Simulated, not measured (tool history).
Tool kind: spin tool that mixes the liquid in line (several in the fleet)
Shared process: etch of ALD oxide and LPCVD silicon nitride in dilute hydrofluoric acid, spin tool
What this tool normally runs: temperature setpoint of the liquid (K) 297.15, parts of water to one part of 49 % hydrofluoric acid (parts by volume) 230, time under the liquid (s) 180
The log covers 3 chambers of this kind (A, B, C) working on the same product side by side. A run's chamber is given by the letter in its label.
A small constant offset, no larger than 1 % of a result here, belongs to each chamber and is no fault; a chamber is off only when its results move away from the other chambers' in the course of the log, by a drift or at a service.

| run | hour | temperature setpoint of the liquid (K) | parts of water to one part of 49 % hydrofluoric acid (parts by volume) | time under the liquid (s) | read-back film thickness of the ALD oxide reference wafer, read on the same gauge (nm) | read-back film thickness of the LPCVD silicon nitride reference wafer, read on the same gauge (nm) | thickness taken off the ALD oxide on a monitor wafer (nm) | thickness taken off the LPCVD silicon nitride on a monitor wafer (nm) |
|---|---|---|---|---|---|---|---|---|
| 1C | 8.9 | 297.15 | 230 | 180 | 69.999 | 100.03 | 9.7147 | 0.37405 |
| 2B | 18.9 | 297.15 | 230 | 180 | 70.055 | 99.987 | 9.6167 | 0.33611 |
| 3A | 25.3 | 297.15 | 230 | 180 | 70.003 | 100.01 | 9.5802 | 0.35519 |
| 4C | 37 | 297.15 | 230 | 180 | 70.011 | 99.999 | 9.7122 | 0.36578 |
| 5A | 45.2 | 297.15 | 230 | 180 | 70.016 | 99.982 | 9.558 | 0.37872 |
| 6B | 54.2 | 297.15 | 230 | 180 | 70.003 | 99.97 | 9.5495 | 0.36948 |
| 7B | 63.7 | 297.15 | 230 | 180 | 70.027 | 100.03 | 9.6483 | 0.39925 |
| 8A | 72.8 | 297.15 | 230 | 180 | 70.031 | 99.999 | 9.6425 | 0.38244 |
| 9C | 83.1 | 297.15 | 230 | 180 | 69.967 | 99.966 | 9.6069 | 0.3872 |
| 10B | 90.9 | 297.15 | 230 | 180 | 70.012 | 100 | 9.5739 | 0.35472 |
| 11C | 102.2 | 300.15 | 230 | 180 | 69.999 | 99.972 | 10.789 | 0.48071 |
| 12A | 109.8 | 300.15 | 230 | 180 | 69.976 | 100 | 10.668 | 0.42133 |
| 13B | 115.8 | 300.15 | 230 | 180 | 69.98 | 99.96 | 10.638 | 0.41783 |
| 14C | 125 | 297.15 | 230 | 180 | 69.986 | 100.01 | 9.4937 | 0.36814 |
| 15A | 130.5 | 297.15 | 230 | 180 | 70.06 | 99.98 | 9.5707 | 0.34362 |
| 16C | 136.9 | 297.15 | 230 | 180 | 69.93 | 100.01 | 9.6028 | 0.35483 |
| 17A | 147.5 | 297.15 | 230 | 180 | 70.021 | 100.02 | 9.569 | 0.3467 |
| 18B | 158.8 | 297.15 | 230 | 180 | 69.999 | 100.04 | 9.6039 | 0.35405 |
| 19A | 169.5 | 297.15 | 230 | 180 | 70.02 | 99.957 | 9.6726 | 0.41599 |
| 20C | 181.1 | 297.15 | 230 | 180 | 69.988 | 100.02 | 9.8056 | 0.358 |
| 21B | 186.8 | 297.15 | 145 | 250 | 70.066 | 99.984 | 23.104 | 0.76749 |
| 22B | 194 | 297.15 | 145 | 250 | 69.997 | 99.939 | 23.534 | 0.85232 |
| 23C | 205.3 | 297.15 | 145 | 250 | 69.973 | 99.965 | 23.381 | 0.84921 |
| 24A | 211.2 | 297.15 | 230 | 180 | 70.007 | 100.01 | 9.6894 | 0.3948 |
| 25C | 221.8 | 297.15 | 230 | 180 | 69.979 | 99.979 | 9.6579 | 0.41115 |

Has any chamber moved away from the others, gradually or after a service, or does the common gauge drift, or do the chambers differ only by their own small steady offsets? State the chamber and the most likely cause if one applies.

Neither any chamber nor the gauge drifts; the chambers differ only by their own small, steady offsets.
